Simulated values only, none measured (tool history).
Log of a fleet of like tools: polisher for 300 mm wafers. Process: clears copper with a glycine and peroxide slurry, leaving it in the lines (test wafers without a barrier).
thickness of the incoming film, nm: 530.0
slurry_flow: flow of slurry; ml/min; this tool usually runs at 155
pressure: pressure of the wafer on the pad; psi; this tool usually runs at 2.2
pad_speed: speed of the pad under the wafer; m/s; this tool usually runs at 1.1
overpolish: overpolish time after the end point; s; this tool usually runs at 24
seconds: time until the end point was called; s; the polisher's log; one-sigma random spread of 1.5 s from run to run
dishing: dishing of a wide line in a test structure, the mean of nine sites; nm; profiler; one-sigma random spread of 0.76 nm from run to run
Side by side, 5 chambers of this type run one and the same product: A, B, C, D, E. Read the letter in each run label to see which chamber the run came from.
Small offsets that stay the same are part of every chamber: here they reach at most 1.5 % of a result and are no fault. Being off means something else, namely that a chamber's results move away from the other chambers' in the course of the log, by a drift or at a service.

run,hour,slurry_flow,pressure,pad_speed,overpolish,wafers polished on this pad,hours since the slurry nozzle was cleaned,hours since the head pressure was calibrated,seconds,dishing
1C,3.6,155,2.2,1.1,24,839,425.3,405.8,100.040,62.082
2E,8.1,155,2.2,1.1,24,695,103.2,1175.1,102.980,63.109
3D,10.6,155,2.2,1.1,24,614,395.9,433.7,102.350,63.634
4A,14.6,155,2.2,1.1,24,788,560.1,612.1,98.718,62.466
5B,16.8,155,1.5,1.1,24,1102,68.9,271.8,134.410,51.697
6D,21.4,155,1.5,1.1,24,704,406.7,444.5,138.460,52.028
# hour 23.3: chamber D: slurry nozzle cleaned
7B,25.3,155,1.5,1.1,24,1173,77.4,280.3,137.140,50.468
8C,28.2,155,1.5,1.1,24,1045,449.9,430.4,138.700,50.174
# hour 28.4: chamber B: worn pad replaced by a new one
9E,32.2,155,1.5,1.1,24,897,127.3,1199.2,135.870,51.145
10A,36.1,155,2.2,1.1,24,968,581.6,633.6,98.172,63.170
11A,39.2,155,2.2,1.1,24,994,584.7,636.7,104.710,63.430
12D,41.5,155,2.2,1.1,24,873,18.3,464.6,100.730,63.525
# hour 43.2: chamber C: worn pad replaced by a new one
13C,43.9,155,2.2,1.1,24,6,465.6,446.1,101.570,62.921
# hour 46.2: chamber D: worn pad replaced by a new one
14B,48.5,155,2.2,1.1,24,168,100.6,303.5,99.754,64.163
15E,51.4,155,2.2,1.1,24,1058,146.5,1218.4,102.250,63.691
16B,54.0,155,2.2,1.1,24,214,106.1,309.0,100.610,63.681
17E,58.4,155,2.2,1.1,24,1117,153.5,1225.4,102.870,64.162
18A,60.6,155,2.2,1.1,24,1174,606.1,658.1,101.140,62.692
19C,63.7,155,2.2,1.1,24,172,485.4,465.9,99.034,63.206
# hour 65.7: chamber A: slurry nozzle cleaned
20D,66.6,155,2.2,1.1,24,171,43.4,489.7,100.750,65.880
21D,71.0,155,2.2,1.1,24,208,47.8,494.1,103.710,63.900
22A,75.3,185,2.2,1.1,24,1297,9.6,672.8,97.217,63.309
23C,78.5,185,2.2,1.1,24,296,500.2,480.7,101.990,63.718
24E,81.7,185,2.2,1.1,24,1312,176.8,1248.7,100.600,65.144
25B,84.4,185,2.2,1.1,24,469,136.5,339.4,99.601,65.272
26D,87.8,185,2.2,1.1,24,349,64.6,510.9,99.214,64.715
# hour 91.3: chamber E: worn pad replaced by a new one
27A,91.3,155,2.2,1.1,24,1431,25.6,688.8,100.610,62.854
# hour 92.9: chamber A: worn pad replaced by a new one
28E,95.0,155,2.2,1.1,24,31,190.1,1262.0,101.820,62.890
29C,99.2,155,2.2,1.1,24,469,520.9,501.4,100.020,62.324
30B,103.7,155,2.2,1.1,24,631,155.8,358.7,97.831,62.435
31C,108.3,155,2.2,1.1,24,546,530.0,510.5,102.330,63.675
32D,110.7,155,2.2,1.1,24,541,87.5,533.8,102.050,62.100
33E,113.9,155,2.2,1.1,24,190,209.0,1280.9,101.780,62.978
34A,116.3,135,2.2,1.1,24,196,50.6,713.8,102.840,61.755
35B,119.5,135,2.2,1.1,24,764,171.6,374.5,99.303,62.098
36A,123.4,135,2.2,1.1,24,255,57.7,720.9,104.160,62.703
37E,125.6,135,2.2,1.1,24,288,220.7,1292.6,105.910,63.221
38B,129.2,135,2.2,1.1,24,845,181.3,384.2,102.970,61.647
39D,131.9,155,2.2,1.1,24,719,108.7,555.0,100.980,63.486
40C,134.2,155,2.2,1.1,24,763,555.9,536.4,101.160,64.407

Next, every chamber runs the same settings. What will each give?
41A,137.6,155,2.5,1.1,24,,,,?,?
41B,137.6,155,2.5,1.1,24,,,,?,?
41C,137.6,155,2.5,1.1,24,,,,?,?
41D,137.6,155,2.5,1.1,24,,,,?,?
41E,137.6,155,2.5,1.1,24,,,,?,?

run,seconds,dishing
41A,90.545,67.760
41B,91.726,68.252
41C,91.165,68.482
41D,89.820,67.683
41E,92.727,66.941
